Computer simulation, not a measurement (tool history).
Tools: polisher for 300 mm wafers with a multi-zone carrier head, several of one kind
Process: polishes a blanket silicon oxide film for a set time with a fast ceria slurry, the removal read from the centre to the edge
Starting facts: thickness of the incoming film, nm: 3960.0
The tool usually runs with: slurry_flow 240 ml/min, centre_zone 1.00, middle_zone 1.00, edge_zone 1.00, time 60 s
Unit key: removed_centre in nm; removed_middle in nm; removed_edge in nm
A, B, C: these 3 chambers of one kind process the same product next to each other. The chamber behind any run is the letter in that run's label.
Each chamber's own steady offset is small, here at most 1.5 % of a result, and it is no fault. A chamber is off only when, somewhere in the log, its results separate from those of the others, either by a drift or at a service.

Run 1C, hour 4.9: usual settings. Result: removed_centre 582.69 nm, removed_middle 587.81 nm, removed_edge 584.53 nm.
Run 2B, hour 12.5: usual settings. Result: removed_centre 594.13 nm, removed_middle 586.98 nm, removed_edge 587.94 nm.
Run 3A, hour 19.9: usual settings. Result: removed_centre 591.54 nm, removed_middle 590.75 nm, removed_edge 587.78 nm.
Run 4A, hour 25.5: usual settings. Result: removed_centre 610.04 nm, removed_middle 582.01 nm, removed_edge 588.49 nm.
Run 5B, hour 32.7: usual settings. Result: removed_centre 578.24 nm, removed_middle 587.29 nm, removed_edge 584.36 nm.
Run 6C, hour 42.7: usual settings but slurry_flow 295 ml/min, centre_zone 0.91. Result: removed_centre 544.74 nm, removed_middle 604.55 nm, removed_edge 590.88 nm.
Run 7C, hour 50.4: usual settings but slurry_flow 295 ml/min, centre_zone 0.91. Result: removed_centre 552.82 nm, removed_middle 598.96 nm, removed_edge 598.04 nm.
At hour 54.5: chamber A: worn pad replaced by a new one.
Run 8B, hour 59.3: usual settings but slurry_flow 295 ml/min, centre_zone 0.91. Result: removed_centre 546.23 nm, removed_middle 610.81 nm, removed_edge 598.86 nm.
Run 9A, hour 67.9: usual settings. Result: removed_centre 603.28 nm, removed_middle 585.36 nm, removed_edge 596.87 nm.
Run 10C, hour 76.9: usual settings but middle_zone 1.06, time 40 s. Result: removed_centre 382.61 nm, removed_middle 413.50 nm, removed_edge 388.86 nm.
Run 11B, hour 86.0: usual settings but middle_zone 1.06, time 40 s. Result: removed_centre 384.12 nm, removed_middle 415.85 nm, removed_edge 394.07 nm.
Run 12A, hour 93.5: usual settings but middle_zone 1.06, time 40 s. Result: removed_centre 399.02 nm, removed_middle 406.64 nm, removed_edge 395.53 nm.
At hour 96.1: chamber C: worn pad replaced by a new one.
Run 13A, hour 100.9: usual settings. Result: removed_centre 593.70 nm, removed_middle 583.39 nm, removed_edge 591.89 nm.
Run 14C, hour 107.4: usual settings. Result: removed_centre 586.78 nm, removed_middle 593.31 nm, removed_edge 587.98 nm.
Run 15B, hour 113.3: usual settings. Result: removed_centre 595.90 nm, removed_middle 588.97 nm, removed_edge 587.03 nm.
Run 16C, hour 119.6: usual settings. Result: removed_centre 585.60 nm, removed_middle 585.93 nm, removed_edge 576.18 nm.
Run 17B, hour 129.2: usual settings. Result: removed_centre 596.75 nm, removed_middle 593.41 nm, removed_edge 594.79 nm.
Run 18A, hour 136.0: usual settings. Result: removed_centre 579.03 nm, removed_middle 579.05 nm, removed_edge 583.54 nm.
Run 19C, hour 144.4: usual settings. Result: removed_centre 592.26 nm, removed_middle 589.26 nm, removed_edge 595.21 nm.
Run 20B, hour 148.8: usual settings. Result: removed_centre 592.88 nm, removed_middle 592.44 nm, removed_edge 582.43 nm.
Run 21A, hour 155.9: usual settings. Result: removed_centre 596.34 nm, removed_middle 586.99 nm, removed_edge 593.00 nm.
Run 22C, hour 162.4: usual settings. Result: removed_centre 583.21 nm, removed_middle 593.46 nm, removed_edge 588.46 nm.
Run 23A, hour 171.7: usual settings. Result: removed_centre 589.67 nm, removed_middle 590.09 nm, removed_edge 589.44 nm.
Run 24B, hour 179.6: usual settings. Result: removed_centre 588.62 nm, removed_middle 584.98 nm, removed_edge 590.91 nm.
At hour 182.4: chamber B: worn pad replaced by a new one.
Run 25A, hour 185.4: usual settings. Result: removed_centre 594.85 nm, removed_middle 582.13 nm, removed_edge 586.18 nm.
At hour 186.0: chamber A: worn pad replaced by a new one.
Run 26B, hour 192.3: usual settings but slurry_flow 295 ml/min, time 40 s. Result: removed_centre 412.53 nm, removed_middle 402.85 nm, removed_edge 402.71 nm.
Run 27C, hour 199.0: usual settings but slurry_flow 295 ml/min, time 40 s. Result: removed_centre 398.81 nm, removed_middle 402.14 nm, removed_edge 391.07 nm.
Run 28C, hour 204.3: usual settings but slurry_flow 295 ml/min, time 40 s. Result: removed_centre 404.41 nm, removed_middle 403.53 nm, removed_edge 398.19 nm.
Run 29A, hour 213.1: usual settings. Result: removed_centre 591.38 nm, removed_middle 592.00 nm, removed_edge 595.27 nm.
Run 30B, hour 218.4: usual settings. Result: removed_centre 585.69 nm, removed_middle 589.50 nm, removed_edge 591.84 nm.
At hour 218.8: chamber C: worn pad replaced by a new one.
Run 31C, hour 224.7: usual settings. Result: removed_centre 591.92 nm, removed_middle 596.29 nm, removed_edge 586.65 nm.
At hour 231.3: chamber B: slurry nozzle cleaned.
Run 32A, hour 231.9: usual settings. Result: removed_centre 594.39 nm, removed_middle 589.94 nm, removed_edge 593.69 nm.
Run 33B, hour 240.5: usual settings. Result: removed_centre 588.29 nm, removed_middle 591.78 nm, removed_edge 588.17 nm.
Run 34C, hour 246.5: usual settings. Result: removed_centre 583.49 nm, removed_middle 583.04 nm, removed_edge 576.89 nm.
Run 35A, hour 252.2: usual settings. Result: removed_centre 600.58 nm, removed_middle 585.01 nm, removed_edge 595.26 nm.
Run 36B, hour 256.9: usual settings. Result: removed_centre 596.10 nm, removed_middle 601.69 nm, removed_edge 587.53 nm.
At hour 260.8: chamber A: edge zone pressure recalibrated.
Run 37A, hour 262.9: usual settings but slurry_flow 315 ml/min, edge_zone 1.09. Result: removed_centre 612.21 nm, removed_middle 590.50 nm, removed_edge 632.41 nm.
Run 38B, hour 270.5: usual settings but slurry_flow 315 ml/min, edge_zone 1.09. Result: removed_centre 614.85 nm, removed_middle 616.15 nm, removed_edge 622.04 nm.
Run 39C, hour 277.1: usual settings but slurry_flow 315 ml/min, edge_zone 1.09. Result: removed_centre 603.78 nm, removed_middle 600.02 nm, removed_edge 628.58 nm.
Run 40C, hour 284.2: usual settings. Result: removed_centre 603.38 nm, removed_middle 585.13 nm, removed_edge 588.07 nm.
Run 41B, hour 294.1: usual settings. Result: removed_centre 587.65 nm, removed_middle 590.11 nm, removed_edge 593.21 nm.
Run 42A, hour 303.2: usual settings. Result: removed_centre 596.89 nm, removed_middle 583.59 nm, removed_edge 585.83 nm.
At hour 303.4: chamber A: worn pad replaced by a new one.
Run 43A, hour 312.3: usual settings but centre_zone 1.09. Result: removed_centre 644.48 nm, removed_middle 590.35 nm, removed_edge 589.42 nm.
Run 44B, hour 318.5: usual settings but centre_zone 1.09. Result: removed_centre 647.48 nm, removed_middle 596.69 nm, removed_edge 589.27 nm.

Which is it: a chamber that has drifted or been left off by a service, a gauge drift common to all chambers, or only each chamber's usual small offset? If a chamber is off, name it and its likeliest cause.

No chamber is off and the gauge is stable; the differences are just each chamber's small, constant offset.
